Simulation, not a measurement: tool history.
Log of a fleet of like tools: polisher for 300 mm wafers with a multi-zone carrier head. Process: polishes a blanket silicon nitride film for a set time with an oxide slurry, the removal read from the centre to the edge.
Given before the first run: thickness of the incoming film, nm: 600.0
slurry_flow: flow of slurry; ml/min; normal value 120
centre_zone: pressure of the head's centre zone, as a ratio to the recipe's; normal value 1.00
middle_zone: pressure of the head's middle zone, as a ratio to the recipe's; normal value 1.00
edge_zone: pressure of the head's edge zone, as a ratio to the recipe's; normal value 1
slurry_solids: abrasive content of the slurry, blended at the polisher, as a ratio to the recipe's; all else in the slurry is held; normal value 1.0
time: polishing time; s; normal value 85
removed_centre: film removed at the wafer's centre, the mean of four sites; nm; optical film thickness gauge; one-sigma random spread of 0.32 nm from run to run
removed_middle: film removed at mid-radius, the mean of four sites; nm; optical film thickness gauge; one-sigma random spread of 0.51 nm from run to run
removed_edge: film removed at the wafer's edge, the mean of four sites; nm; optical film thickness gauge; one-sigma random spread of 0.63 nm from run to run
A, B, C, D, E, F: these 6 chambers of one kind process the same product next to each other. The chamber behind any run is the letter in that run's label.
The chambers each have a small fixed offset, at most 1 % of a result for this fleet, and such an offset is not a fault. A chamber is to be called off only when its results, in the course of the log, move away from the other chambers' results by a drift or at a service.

run 1D hour=4.7 | slurry_flow=120 centre_zone=1.00 middle_zone=1.00 edge_zone=1 slurry_solids=1.0 time=85 | removed_centre=44.425 removed_middle=43.865 removed_edge=44.302
run 2B hour=9.7 | slurry_flow=120 centre_zone=1.00 middle_zone=1.00 edge_zone=1 slurry_solids=1.0 time=85 | removed_centre=44.103 removed_middle=43.986 removed_edge=44.608
-- hour=10.2 chamber C: slurry nozzle cleaned
run 3E hour=13.9 | slurry_flow=120 centre_zone=1.00 middle_zone=1.00 edge_zone=1 slurry_solids=1.0 time=85 | removed_centre=44.629 removed_middle=44.472 removed_edge=44.156
-- hour=14.1 chamber D: edge zone pressure recalibrated
run 4A hour=19.4 | slurry_flow=120 centre_zone=1.00 middle_zone=1.00 edge_zone=1 slurry_solids=1.0 time=85 | removed_centre=45.367 removed_middle=44.597 removed_edge=43.629
run 5F hour=25.3 | slurry_flow=120 centre_zone=1.00 middle_zone=1.00 edge_zone=1 slurry_solids=1.0 time=85 | removed_centre=44.224 removed_middle=43.633 removed_edge=44.959
-- hour=28.9 chamber A: worn pad replaced by a new one
-- hour=30.3 chamber C: worn pad replaced by a new one
run 6C hour=30.5 | slurry_flow=120 centre_zone=1.00 middle_zone=1.00 edge_zone=1 slurry_solids=1.0 time=85 | removed_centre=44.774 removed_middle=44.367 removed_edge=44.973
run 7C hour=33.6 | slurry_flow=120 centre_zone=1.00 middle_zone=1.00 edge_zone=1 slurry_solids=1.0 time=85 | removed_centre=43.821 removed_middle=44.708 removed_edge=43.649
run 8F hour=38.8 | slurry_flow=120 centre_zone=1.00 middle_zone=1.00 edge_zone=1 slurry_solids=1.0 time=85 | removed_centre=44.505 removed_middle=43.250 removed_edge=45.172
run 9E hour=43.1 | slurry_flow=120 centre_zone=1.00 middle_zone=1.00 edge_zone=1 slurry_solids=0.7 time=85 | removed_centre=37.860 removed_middle=37.082 removed_edge=36.422
run 10B hour=49.3 | slurry_flow=120 centre_zone=1.00 middle_zone=1.00 edge_zone=1 slurry_solids=0.7 time=85 | removed_centre=36.749 removed_middle=36.497 removed_edge=38.319
run 11A hour=55.6 | slurry_flow=120 centre_zone=1.00 middle_zone=1.00 edge_zone=1 slurry_solids=0.7 time=85 | removed_centre=37.151 removed_middle=37.875 removed_edge=37.678
run 12D hour=58.9 | slurry_flow=120 centre_zone=1.00 middle_zone=1.00 edge_zone=1 slurry_solids=0.7 time=85 | removed_centre=37.074 removed_middle=37.234 removed_edge=37.564
run 13F hour=64.6 | slurry_flow=120 centre_zone=1.00 middle_zone=1.00 edge_zone=1 slurry_solids=0.7 time=85 | removed_centre=37.038 removed_middle=36.843 removed_edge=36.755
-- hour=66.8 chamber A: slurry nozzle cleaned
run 14E hour=71.4 | slurry_flow=120 centre_zone=1.00 middle_zone=1.00 edge_zone=1 slurry_solids=0.7 time=85 | removed_centre=37.428 removed_middle=37.872 removed_edge=37.136
-- hour=74.6 chamber E: centre zone pressure recalibrated
run 15C hour=76.8 | slurry_flow=120 centre_zone=0.89 middle_zone=1.06 edge_zone=1 slurry_solids=1.0 time=85 | removed_centre=38.773 removed_middle=47.013 removed_edge=43.855
-- hour=79.9 chamber F: worn pad replaced by a new one
run 16B hour=83.4 | slurry_flow=120 centre_zone=0.89 middle_zone=1.06 edge_zone=1 slurry_solids=1.0 time=85 | removed_centre=38.997 removed_middle=46.752 removed_edge=44.379
-- hour=83.6 chamber B: worn pad replaced by a new one
-- hour=84.8 chamber E: worn pad replaced by a new one
run 17A hour=89.7 | slurry_flow=120 centre_zone=0.89 middle_zone=1.06 edge_zone=1 slurry_solids=1.0 time=85 | removed_centre=39.332 removed_middle=48.105 removed_edge=44.908
-- hour=89.8 chamber D: centre zone pressure recalibrated
run 18D hour=94.6 | slurry_flow=120 centre_zone=0.89 middle_zone=1.06 edge_zone=1 slurry_solids=1.0 time=85 | removed_centre=39.510 removed_middle=45.868 removed_edge=44.253
run 19D hour=97.9 | slurry_flow=120 centre_zone=0.89 middle_zone=1.06 edge_zone=1 slurry_solids=1.0 time=85 | removed_centre=38.931 removed_middle=46.373 removed_edge=45.049
-- hour=101.4 chamber A: worn pad replaced by a new one
run 20C hour=101.6 | slurry_flow=120 centre_zone=0.89 middle_zone=1.06 edge_zone=1 slurry_solids=1.0 time=85 | removed_centre=38.535 removed_middle=45.842 removed_edge=44.080
-- hour=104.2 chamber D: worn pad replaced by a new one
-- hour=104.5 chamber C: worn pad replaced by a new one
run 21E hour=105.4 | slurry_flow=80 centre_zone=1.00 middle_zone=1.00 edge_zone=1 slurry_solids=1.0 time=68 | removed_centre=30.989 removed_middle=32.270 removed_edge=32.935
run 22F hour=111.1 | slurry_flow=80 centre_zone=1.00 middle_zone=1.00 edge_zone=1 slurry_solids=1.0 time=68 | removed_centre=30.749 removed_middle=32.195 removed_edge=32.685
run 23B hour=115.7 | slurry_flow=80 centre_zone=1.00 middle_zone=1.00 edge_zone=1 slurry_solids=1.0 time=68 | removed_centre=30.947 removed_middle=31.734 removed_edge=33.389
run 24A hour=120.3 | slurry_flow=80 centre_zone=1.00 middle_zone=1.00 edge_zone=1 slurry_solids=1.0 time=68 | removed_centre=31.484 removed_middle=32.264 removed_edge=32.559
run 25A hour=124.7 | slurry_flow=80 centre_zone=1.00 middle_zone=1.00 edge_zone=1 slurry_solids=1.0 time=68 | removed_centre=31.505 removed_middle=31.873 removed_edge=33.255
run 26D hour=130.1 | slurry_flow=80 centre_zone=1.00 middle_zone=1.00 edge_zone=1 slurry_solids=1.0 time=68 | removed_centre=31.345 removed_middle=31.273 removed_edge=33.027
run 27C hour=133.1 | slurry_flow=120 centre_zone=1.00 middle_zone=1.00 edge_zone=1 slurry_solids=1.0 time=85 | removed_centre=44.492 removed_middle=44.202 removed_edge=43.933
run 28E hour=136.9 | slurry_flow=120 centre_zone=1.00 middle_zone=1.00 edge_zone=1 slurry_solids=1.0 time=85 | removed_centre=44.721 removed_middle=44.233 removed_edge=44.462
run 29F hour=141.9 | slurry_flow=120 centre_zone=1.00 middle_zone=1.00 edge_zone=1 slurry_solids=1.0 time=85 | removed_centre=43.916 removed_middle=44.502 removed_edge=42.756
run 30B hour=145.2 | slurry_flow=120 centre_zone=1.00 middle_zone=1.00 edge_zone=1 slurry_solids=1.0 time=85 | removed_centre=44.120 removed_middle=43.056 removed_edge=45.064
run 31A hour=151.0 | slurry_flow=145 centre_zone=0.92 middle_zone=1.00 edge_zone=1 slurry_solids=1.0 time=85 | removed_centre=42.500 removed_middle=46.089 removed_edge=45.785
-- hour=151.5 chamber F: slurry nozzle cleaned
run 32C hour=156.7 | slurry_flow=145 centre_zone=0.92 middle_zone=1.00 edge_zone=1 slurry_solids=1.0 time=85 | removed_centre=42.081 removed_middle=45.818 removed_edge=46.061
run 33D hour=161.6 | slurry_flow=145 centre_zone=0.92 middle_zone=1.00 edge_zone=1 slurry_solids=1.0 time=85 | removed_centre=42.117 removed_middle=45.958 removed_edge=46.099
-- hour=162.0 chamber A: worn pad replaced by a new one
run 34E hour=166.1 | slurry_flow=145 centre_zone=0.92 middle_zone=1.00 edge_zone=1 slurry_solids=1.0 time=85 | removed_centre=42.552 removed_middle=46.457 removed_edge=46.288
run 35F hour=170.7 | slurry_flow=145 centre_zone=0.92 middle_zone=1.00 edge_zone=1 slurry_solids=1.0 time=85 | removed_centre=41.722 removed_middle=46.125 removed_edge=46.287
run 36B hour=173.7 | slurry_flow=145 centre_zone=0.92 middle_zone=1.00 edge_zone=1 slurry_solids=1.0 time=85 | removed_centre=42.678 removed_middle=46.186 removed_edge=44.794
run 37D hour=176.9 | slurry_flow=120 centre_zone=1.09 middle_zone=0.94 edge_zone=1 slurry_solids=1.0 time=85 | removed_centre=48.986 removed_middle=42.033 removed_edge=43.735
run 38A hour=180.9 | slurry_flow=120 centre_zone=1.09 middle_zone=0.94 edge_zone=1 slurry_solids=1.0 time=85 | removed_centre=48.989 removed_middle=42.491 removed_edge=43.900
run 39C hour=187.6 | slurry_flow=120 centre_zone=1.09 middle_zone=0.94 edge_zone=1 slurry_solids=1.0 time=85 | removed_centre=48.203 removed_middle=41.532 removed_edge=45.297

Is one chamber out of step, is the gauge drifting, or do the chambers differ by no more than their own small offsets? For an off chamber, give its letter and the likeliest cause.

Nothing is wrong: each chamber keeps only its own small, steady offset and the gauge holds still.

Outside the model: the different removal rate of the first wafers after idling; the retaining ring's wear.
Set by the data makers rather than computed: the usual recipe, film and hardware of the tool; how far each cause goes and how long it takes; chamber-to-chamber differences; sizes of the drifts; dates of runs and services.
